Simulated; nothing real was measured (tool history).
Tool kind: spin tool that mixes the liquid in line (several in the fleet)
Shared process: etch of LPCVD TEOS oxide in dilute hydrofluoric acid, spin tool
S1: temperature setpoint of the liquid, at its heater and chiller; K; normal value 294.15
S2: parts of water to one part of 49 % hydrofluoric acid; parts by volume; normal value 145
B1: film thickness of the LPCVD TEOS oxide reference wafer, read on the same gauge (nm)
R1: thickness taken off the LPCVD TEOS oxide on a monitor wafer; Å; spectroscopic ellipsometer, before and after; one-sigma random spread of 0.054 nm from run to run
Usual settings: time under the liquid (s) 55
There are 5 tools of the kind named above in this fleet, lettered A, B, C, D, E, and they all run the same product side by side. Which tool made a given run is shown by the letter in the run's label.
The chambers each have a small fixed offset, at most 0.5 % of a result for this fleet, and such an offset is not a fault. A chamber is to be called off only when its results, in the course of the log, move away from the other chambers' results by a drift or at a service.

run 1B hour=3 | S1=294.15 S2=145 time_under_the_liquid_(s)=55 | B1=130 | R1=82.908
run 2A hour=6.4 | S1=294.15 S2=145 time_under_the_liquid_(s)=55 | B1=129.99 | R1=84.363
run 3C hour=12.2 | S1=294.15 S2=145 time_under_the_liquid_(s)=55 | B1=130.02 | R1=83.797
run 4D hour=17.2 | S1=294.15 S2=145 time_under_the_liquid_(s)=55 | B1=130.03 | R1=84.04
run 5E hour=23.7 | S1=294.15 S2=145 time_under_the_liquid_(s)=55 | B1=129.98 | R1=83.865
run 6D hour=26.9 | S1=294.15 S2=145 time_under_the_liquid_(s)=55 | B1=129.98 | R1=83.146
run 7E hour=30.7 | S1=294.15 S2=145 time_under_the_liquid_(s)=55 | B1=129.96 | R1=83.859
run 8C hour=33.9 | S1=294.15 S2=145 time_under_the_liquid_(s)=55 | B1=129.98 | R1=83.449
run 9B hour=38.3 | S1=294.15 S2=145 time_under_the_liquid_(s)=55 | B1=130 | R1=83.546
run 10A hour=43.5 | S1=294.15 S2=145 time_under_the_liquid_(s)=55 | B1=130.02 | R1=83.233
run 11A hour=48.9 | S1=294.15 S2=145 time_under_the_liquid_(s)=55 | B1=130.01 | R1=84.183
run 12D hour=54.8 | S1=290.15 S2=185 time_under_the_liquid_(s)=55 | B1=130 | R1=53.902
run 13B hour=59.6 | S1=290.15 S2=185 time_under_the_liquid_(s)=55 | B1=129.96 | R1=54.779
run 14C hour=65.5 | S1=290.15 S2=185 time_under_the_liquid_(s)=55 | B1=130.02 | R1=54.534
run 15E hour=69.6 | S1=290.15 S2=185 time_under_the_liquid_(s)=55 | B1=129.98 | R1=53.527
run 16C hour=75.1 | S1=290.15 S2=185 time_under_the_liquid_(s)=55 | B1=130.02 | R1=54.896
run 17B hour=79.1 | S1=294.15 S2=145 time_under_the_liquid_(s)=55 | B1=129.99 | R1=87.023
run 18A hour=82.5 | S1=294.15 S2=145 time_under_the_liquid_(s)=55 | B1=130 | R1=83.903
run 19D hour=87.8 | S1=294.15 S2=145 time_under_the_liquid_(s)=55 | B1=130.02 | R1=82.828
run 20E hour=91.1 | S1=294.15 S2=145 time_under_the_liquid_(s)=55 | B1=130 | R1=84.166
run 21E hour=96.7 | S1=294.15 S2=145 time_under_the_liquid_(s)=55 | B1=130 | R1=84.688
run 22C hour=102.8 | S1=294.15 S2=145 time_under_the_liquid_(s)=55 | B1=129.99 | R1=83.294
run 23B hour=107.8 | S1=294.15 S2=145 time_under_the_liquid_(s)=55 | B1=129.99 | R1=87.852
-- hour=111.2 chamber E: thermometer replaced
run 24A hour=113.7 | S1=294.15 S2=145 time_under_the_liquid_(s)=55 | B1=129.97 | R1=82.961
run 25D hour=119.6 | S1=294.15 S2=145 time_under_the_liquid_(s)=55 | B1=130 | R1=84.471
run 26A hour=124 | S1=294.15 S2=145 time_under_the_liquid_(s)=85 | B1=130.02 | R1=128.23
run 27C hour=130.4 | S1=294.15 S2=145 time_under_the_liquid_(s)=85 | B1=130.01 | R1=127.8
run 28B hour=136 | S1=294.15 S2=145 time_under_the_liquid_(s)=85 | B1=130.03 | R1=136.36
run 29E hour=139 | S1=294.15 S2=145 time_under_the_liquid_(s)=85 | B1=130.03 | R1=130.36
run 30D hour=144.2 | S1=294.15 S2=145 time_under_the_liquid_(s)=85 | B1=130.01 | R1=130.52
run 31E hour=150.1 | S1=294.15 S2=145 time_under_the_liquid_(s)=55 | B1=129.98 | R1=83.624

Each of the 5 chambers runs these same settings next. Fill in every chamber's results:
run 32A hour=154.7 | S1=294.15 S2=145 time_under_the_liquid_(s)=55 | R1=?
run 32B hour=154.7 | S1=294.15 S2=145 time_under_the_liquid_(s)=55 | R1=?
run 32C hour=154.7 | S1=294.15 S2=145 time_under_the_liquid_(s)=55 | R1=?
run 32D hour=154.7 | S1=294.15 S2=145 time_under_the_liquid_(s)=55 | R1=?
run 32E hour=154.7 | S1=294.15 S2=145 time_under_the_liquid_(s)=55 | R1=?

run=32A R1=84.154
run=32B R1=90.525
run=32C R1=84.505
run=32D R1=84.07
run=32E R1=82.767
